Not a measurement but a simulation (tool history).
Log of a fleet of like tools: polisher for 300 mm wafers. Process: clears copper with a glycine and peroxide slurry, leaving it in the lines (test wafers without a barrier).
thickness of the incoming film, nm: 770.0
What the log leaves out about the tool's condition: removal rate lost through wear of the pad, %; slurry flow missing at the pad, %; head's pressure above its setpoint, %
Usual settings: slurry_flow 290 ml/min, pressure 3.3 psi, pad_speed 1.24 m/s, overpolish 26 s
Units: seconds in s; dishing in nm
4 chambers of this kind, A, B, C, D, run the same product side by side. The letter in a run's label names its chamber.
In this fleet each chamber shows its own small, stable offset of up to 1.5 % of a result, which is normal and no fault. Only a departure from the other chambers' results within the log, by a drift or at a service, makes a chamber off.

run   hour  slurry_flow  pressure  pad_speed  overpolish  wafers polished on this pad  hours since the slurry nozzle was cleaned  hours since the head pressure was calibrated  seconds  dishing
 1B    4.4          290       3.3       1.24          26                          547                                      510.1                                         690.4    94.23   91.927
 2A   10.4          290       3.3       1.24          26                          182                                      459.3                                          55.4   95.331   91.314
 3C   16.2          290       3.3       1.24          26                          671                                      442.4                                         312.8   91.124   91.455
 4D     20          290       3.3       1.24          26                          228                                      497.3                                         575.6   93.888   88.698
 5A   26.4          290       3.3       1.24          26                          345                                      475.3                                          71.4   93.482   93.834
      28.9  -- chamber D: head pressure recalibrated
 6B   29.8          290       3.3       1.24          26                          807                                      535.5                                         715.8   94.534   90.947
 7D   34.7          290       3.3       1.24          26                          378                                        512                                           5.9   95.049   91.661
 8C   38.6          290       3.3       1.24          26                          901                                      464.8                                         335.2   91.009    91.35
      39.2  -- chamber B: worn pad replaced by a new one
 9B   43.1          290       3.3       1.24          26                           40                                      548.8                                         729.1   94.209   93.835
10D   48.4          290       3.3       1.24          26                          519                                      525.7                                          19.6   93.588    91.95
11C   52.9          290       3.3       1.24          26                         1047                                      479.1                                         349.5    92.77   92.885
      57.5  -- chamber D: slurry nozzle cleaned
12A   58.4          290       3.3       1.24          26                          673                                      507.3                                         103.4   94.333   90.293
      58.6  -- chamber C: worn pad replaced by a new one
      59.9  -- chamber A: slurry nozzle cleaned
13C   62.1          290       3.3       1.24          26                           36                                      488.3                                         358.7   89.941   95.083
14A   68.6          290       3.3       1.24          26                          778                                        8.8                                         113.6   95.001   93.219
      70.9  -- chamber D: worn pad replaced by a new one
15D     74          290       3.3       1.24          26                           32                                       16.5                                          45.2   95.397   91.608
16B   81.2          290       3.3       1.24          26                          430                                      586.9                                         767.2   91.304   89.001
17B   87.2          290       3.3       1.24          26                          492                                      592.9                                         773.2   94.112   88.533
      89.6  -- chamber A: worn pad replaced by a new one
18C     94          250       3.3       1.24          34                          363                                      520.2                                         390.6   93.419   101.64
19D   97.6          250       3.3       1.24          34                          273                                       40.1                                          68.8   94.994   99.522
20A  101.2          250       3.3       1.24          34                          119                                       41.4                                         146.2   92.373   99.913
21D  105.2          250       3.3       1.24          34                          351                                       47.7                                          76.4   96.486   102.57
22C  108.8          290       3.3       1.24          19                          515                                        535                                         405.4   92.661   80.141
     109.9  -- chamber C: head pressure recalibrated
23B  113.7          290       3.3       1.24          19                          763                                      619.4                                         799.7   93.758   77.518
24A  118.3          290       3.3       1.24          19                          294                                       58.5                                         163.3   95.684   77.495
25B  121.7          290       3.3       1.24          19                          845                                      627.4                                         807.7   95.613   79.266
     124.6  -- chamber B: worn pad replaced by a new one
26C  127.1          290       3.3       1.24          26                          702                                      553.3                                          17.3   91.744    92.34
27D  132.8          290       3.3       1.24          26                          634                                       75.3                                           104   92.633   94.083
     135.1  -- chamber D: worn pad replaced by a new one
28A    138          325       3.3       1.24          26                          496                                       78.2                                           183   93.115   91.608
29A  144.7          325       3.3       1.24          26                          564                                       84.9                                         189.7   92.781   93.188
     147.3  -- chamber C: worn pad replaced by a new one
30D    149          325       3.3       1.24          26                          142                                       91.5                                         120.2   91.591   91.405
31B  152.4          325       3.3       1.24          26                          284                                      658.1                                         838.4   91.719   94.482
32C  159.3          290       3.3       1.24          26                          123                                      585.5                                          49.5   90.439   90.554
33D  165.4          290       3.3       1.24          26                          310                                      107.9                                         136.6   92.417     94.2
34B  169.2          290       3.3       1.24          26                          457                                      674.9                                         855.2   92.689   93.193
35A  173.6          290       3.3       1.24          26                          860                                      113.8                                         218.6   91.775   93.468
36C  177.6          290       3.3       1.24          26                          310                                      603.8                                          67.8   91.612   92.369
37C  184.6          290       3.3       1.24          26                          382                                      610.8                                          74.8   93.185    93.12
38B  188.8          290       3.3       1.24          26                          657                                      694.5                                         874.8   93.144   92.742
39D  193.1          290       2.8       1.24          26                          594                                      135.6                                         164.3   109.44   85.959
     194.1  -- chamber A: worn pad replaced by a new one
40A  197.2          290       2.8       1.24          26                           32                                      137.4                                         242.2   109.05    87.35
41A  202.1          290       2.8       1.24          26                           82                                      142.3                                         247.1    109.3   84.169
     208.2  -- chamber D: worn pad replaced by a new one
42B  209.1          290       2.8       1.24          26                          865                                      714.8                                         895.1   108.87    85.03
43D  214.1          375       3.3       1.64          26                           60                                      156.6                                         185.3   73.253   101.69

All 4 chambers run these settings next. Forecast each chamber's results:
44A  219.3          290       3.3       1.24          26                                                                                                                              ?        ?
44B  219.3          290       3.3       1.24          26                                                                                                                              ?        ?
44C  219.3          290       3.3       1.24          26                                                                                                                              ?        ?
44D  219.3          290       3.3       1.24          26                                                                                                                              ?        ?

run  seconds  dishing
44A   93.125   91.717
44B   95.979   89.214
44C   91.781   93.656
44D   95.277   92.816

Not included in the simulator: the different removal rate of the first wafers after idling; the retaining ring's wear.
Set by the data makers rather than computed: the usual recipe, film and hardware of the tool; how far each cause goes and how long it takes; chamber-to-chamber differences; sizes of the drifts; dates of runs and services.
